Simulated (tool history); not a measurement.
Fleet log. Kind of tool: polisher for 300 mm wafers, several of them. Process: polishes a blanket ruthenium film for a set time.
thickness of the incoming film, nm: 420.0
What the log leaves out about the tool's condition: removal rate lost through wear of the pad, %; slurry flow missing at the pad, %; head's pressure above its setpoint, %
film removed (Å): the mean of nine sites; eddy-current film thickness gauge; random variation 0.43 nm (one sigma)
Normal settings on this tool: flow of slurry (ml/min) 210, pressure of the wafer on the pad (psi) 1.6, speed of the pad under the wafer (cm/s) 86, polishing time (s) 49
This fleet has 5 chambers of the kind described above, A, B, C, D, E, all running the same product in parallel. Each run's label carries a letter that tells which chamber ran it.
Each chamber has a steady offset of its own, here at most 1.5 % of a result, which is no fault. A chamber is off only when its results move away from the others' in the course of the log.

run	hour	flow of slurry (ml/min)	pressure of the wafer on the pad (psi)	speed of the pad under the wafer (cm/s)	polishing time (s)	wafers polished on this pad	hours since the slurry nozzle was cleaned	hours since the head pressure was calibrated	film removed (Å)
1B	4.6	210	1.6	86	49	1023	230.1	777.2	422.18
# hour 8.7: chamber A: worn pad replaced by a new one
2E	9.8	210	1.6	86	49	1216	129.4	1110.9	431.32
# hour 16.3: chamber E: worn pad replaced by a new one
3D	18.4	210	1.6	86	49	824	97.8	220.2	427.58
# hour 22.3: chamber D: worn pad replaced by a new one
4C	22.3	210	1.6	86	49	465	30.3	215.8	428.41
# hour 26.1: chamber B: worn pad replaced by a new one
5A	29.9	210	1.6	86	49	295	620.8	152.9	426.91
6C	36.4	210	1.6	86	49	661	44.4	229.9	426.14
7E	41.2	210	1.6	86	49	346	160.8	1142.3	431.28
8B	48.0	210	1.6	86	49	304	273.5	820.6	426.22
9A	54.9	210	1.6	86	49	642	645.8	177.9	432.66
# hour 56.0: chamber A: worn pad replaced by a new one
# hour 58.0: chamber C: worn pad replaced by a new one
10D	62.7	210	1.6	86	49	561	142.1	264.5	421.39
11E	68.9	210	1.6	86	42	730	188.5	1170.0	364.64
# hour 77.3: chamber D: worn pad replaced by a new one
12A	77.3	210	1.6	86	42	296	668.2	200.3	377.84
13C	82.4	210	1.6	86	42	338	90.4	275.9	365.28
14D	90.8	210	1.6	86	42	187	170.2	292.6	370.00
15B	97.1	210	1.6	86	42	985	322.6	869.7	362.79
# hour 100.5: chamber A: worn pad replaced by a new one
16B	101.1	210	1.6	86	49	1041	326.6	873.7	420.93
# hour 104.0: chamber B: worn pad replaced by a new one
17A	105.1	210	1.6	86	49	64	696.0	228.1	445.12
# hour 109.4: chamber A: slurry nozzle cleaned
18E	110.5	210	1.6	86	60	1308	230.1	1211.6	524.67
# hour 112.7: chamber E: worn pad replaced by a new one
19C	117.0	210	1.6	86	60	819	125.0	310.5	520.91
# hour 123.2: chamber C: worn pad replaced by a new one
20D	125.0	210	1.6	86	60	662	204.4	326.8	530.60
21D	133.5	210	1.6	86	60	780	212.9	335.3	526.51
# hour 136.9: chamber E: slurry nozzle cleaned
22B	138.2	210	1.6	86	60	475	363.7	910.8	522.51
# hour 141.6: chamber D: worn pad replaced by a new one
23E	143.5	175	1.6	86	57	428	6.7	1244.6	485.75
24A	149.8	175	1.6	86	57	685	40.5	272.8	513.33
# hour 153.8: chamber E: head pressure recalibrated
# hour 155.1: chamber A: worn pad replaced by a new one
25C	158.3	175	1.6	86	57	487	166.3	351.8	495.62
# hour 162.7: chamber D: slurry nozzle cleaned
26A	162.7	175	1.6	86	57	106	53.4	285.7	517.86
27B	167.0	175	1.6	86	57	875	392.5	939.6	476.35
28E	174.6	210	1.6	86	49	860	37.8	20.9	438.78
29C	182.4	210	1.6	86	49	821	190.4	375.9	423.74
# hour 184.2: chamber B: worn pad replaced by a new one
# hour 186.7: chamber B: slurry nozzle cleaned
30D	190.4	210	1.6	86	49	678	27.7	392.2	424.24
# hour 194.6: chamber C: worn pad replaced by a new one
31B	196.9	210	1.6	86	49	177	10.3	969.5	417.78
32A	201.2	210	1.6	86	49	640	91.9	324.2	466.77
# hour 202.0: chamber D: worn pad replaced by a new one
33E	207.4	210	1.6	86	49	1315	70.6	53.7	436.14
34D	212.9	210	1.6	86	49	151	50.2	414.7	436.81
35C	216.9	210	1.6	86	49	310	224.9	410.4	430.53
36B	222.5	210	1.6	86	49	532	35.9	995.1	436.76

Is one chamber out of step, is the gauge drifting, or do the chambers differ by no more than their own small offsets? For an off chamber, give its letter and the likeliest cause.

One chamber, A, drifts off from the rest bit by bit.
Cause: head's pressure above its setpoint, % = 9.22.

Here are 4 candidates for chamber A's next run, each the usual settings with a change, their results left as question marks. Which one brings its results back in line with what the others give on the usual settings?
A result is in line if it is within this distance of the other chambers' mean on the usual settings: film removed (Å) 15.00
37A-1	228.8	125	1.6	86	49				?
37A-2	228.8	210	1.7	86	51				?
37A-3	228.8	210	1.9	86	49				?
37A-4	228.8	210	1.6	74	49				?

The other chambers' mean on the usual settings: film removed (Å) 427.21
run	film removed (Å)
37A-1	430.13
37A-2	516.98
37A-3	554.99
37A-4	402.37
Change 37A-1 lands the chamber within the allowed miss of the other chambers.
